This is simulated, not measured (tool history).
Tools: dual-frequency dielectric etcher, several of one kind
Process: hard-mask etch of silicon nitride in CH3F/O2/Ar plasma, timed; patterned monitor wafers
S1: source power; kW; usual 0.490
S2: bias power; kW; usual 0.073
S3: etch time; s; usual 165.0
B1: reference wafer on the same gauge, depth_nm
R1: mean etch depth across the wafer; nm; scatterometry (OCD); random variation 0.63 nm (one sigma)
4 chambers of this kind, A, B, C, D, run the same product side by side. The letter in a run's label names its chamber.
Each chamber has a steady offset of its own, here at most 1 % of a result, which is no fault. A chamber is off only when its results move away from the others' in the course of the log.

run 1B hour=6.2 | S1=0.490 S2=0.073 S3=165.0 | B1=132.96 | R1=126.04
run 2D hour=11.8 | S1=0.490 S2=0.073 S3=165.0 | B1=132.99 | R1=124.43
run 3C hour=18.3 | S1=0.490 S2=0.073 S3=165.0 | B1=133.02 | R1=126.45
run 4A hour=24.1 | S1=0.490 S2=0.073 S3=165.0 | B1=133.18 | R1=124.68
run 5A hour=29.8 | S1=0.490 S2=0.073 S3=165.0 | B1=132.93 | R1=125.44
run 6D hour=36.1 | S1=0.490 S2=0.073 S3=165.0 | B1=132.93 | R1=125.60
run 7B hour=43.1 | S1=0.490 S2=0.073 S3=197.0 | B1=132.90 | R1=150.84
run 8C hour=52.3 | S1=0.490 S2=0.073 S3=197.0 | B1=133.09 | R1=150.02
run 9C hour=60.0 | S1=0.490 S2=0.073 S3=197.0 | B1=133.13 | R1=151.52
run 10B hour=67.4 | S1=0.490 S2=0.073 S3=197.0 | B1=132.84 | R1=149.17
run 11A hour=74.8 | S1=0.490 S2=0.073 S3=165.0 | B1=132.99 | R1=126.17
-- hour=76.5 chamber A: wet clean of the chamber
run 12D hour=79.6 | S1=0.490 S2=0.073 S3=165.0 | B1=133.13 | R1=124.63
run 13A hour=87.3 | S1=0.490 S2=0.073 S3=165.0 | B1=132.88 | R1=125.01
run 14C hour=91.9 | S1=0.490 S2=0.073 S3=165.0 | B1=132.98 | R1=125.18
run 15B hour=99.1 | S1=0.490 S2=0.073 S3=165.0 | B1=132.98 | R1=125.73
run 16D hour=105.2 | S1=0.490 S2=0.073 S3=165.0 | B1=132.99 | R1=124.89
run 17C hour=113.4 | S1=0.490 S2=0.073 S3=165.0 | B1=132.98 | R1=125.80
run 18A hour=120.1 | S1=0.490 S2=0.073 S3=165.0 | B1=132.92 | R1=125.51
-- hour=120.6 chamber B: wet clean of the chamber
run 19B hour=129.3 | S1=0.490 S2=0.073 S3=165.0 | B1=133.14 | R1=125.36
run 20D hour=133.3 | S1=0.490 S2=0.073 S3=165.0 | B1=133.11 | R1=125.25
run 21C hour=141.9 | S1=0.430 S2=0.073 S3=202.0 | B1=133.13 | R1=147.12
run 22D hour=149.0 | S1=0.430 S2=0.073 S3=202.0 | B1=132.97 | R1=147.15
run 23B hour=156.1 | S1=0.430 S2=0.073 S3=202.0 | B1=133.01 | R1=146.84
run 24A hour=160.4 | S1=0.430 S2=0.073 S3=202.0 | B1=133.07 | R1=144.08
run 25D hour=165.0 | S1=0.490 S2=0.073 S3=165.0 | B1=132.87 | R1=124.94
run 26A hour=169.9 | S1=0.550 S2=0.089 S3=165.0 | B1=133.10 | R1=140.52
run 27B hour=176.4 | S1=0.550 S2=0.089 S3=165.0 | B1=133.04 | R1=140.25
run 28C hour=184.1 | S1=0.550 S2=0.089 S3=165.0 | B1=132.79 | R1=142.18
run 29B hour=190.4 | S1=0.550 S2=0.089 S3=165.0 | B1=133.03 | R1=141.18
run 30A hour=198.6 | S1=0.490 S2=0.060 S3=211.5 | B1=132.87 | R1=150.12
run 31D hour=206.1 | S1=0.490 S2=0.060 S3=211.5 | B1=133.23 | R1=150.20
run 32C hour=213.6 | S1=0.490 S2=0.060 S3=211.5 | B1=133.08 | R1=150.83
run 33A hour=222.2 | S1=0.490 S2=0.060 S3=211.5 | B1=132.96 | R1=150.33
run 34B hour=231.0 | S1=0.550 S2=0.080 S3=165.0 | B1=132.84 | R1=136.05
run 35D hour=239.6 | S1=0.550 S2=0.080 S3=165.0 | B1=132.90 | R1=135.31
-- hour=244.5 chamber C: wet clean of the chamber
run 36C hour=245.1 | S1=0.550 S2=0.080 S3=165.0 | B1=133.00 | R1=135.50
run 37D hour=249.6 | S1=0.550 S2=0.080 S3=165.0 | B1=132.99 | R1=134.95
run 38C hour=257.0 | S1=0.490 S2=0.073 S3=165.0 | B1=132.93 | R1=125.78

Next, every chamber runs the same settings. What will each give?
run 39A hour=263.6 | S1=0.490 S2=0.073 S3=165.0 | R1=?
run 39B hour=263.6 | S1=0.490 S2=0.073 S3=165.0 | R1=?
run 39C hour=263.6 | S1=0.490 S2=0.073 S3=165.0 | R1=?
run 39D hour=263.6 | S1=0.490 S2=0.073 S3=165.0 | R1=?

run=39A R1=124.55
run=39B R1=124.27
run=39C R1=126.78
run=39D R1=125.44

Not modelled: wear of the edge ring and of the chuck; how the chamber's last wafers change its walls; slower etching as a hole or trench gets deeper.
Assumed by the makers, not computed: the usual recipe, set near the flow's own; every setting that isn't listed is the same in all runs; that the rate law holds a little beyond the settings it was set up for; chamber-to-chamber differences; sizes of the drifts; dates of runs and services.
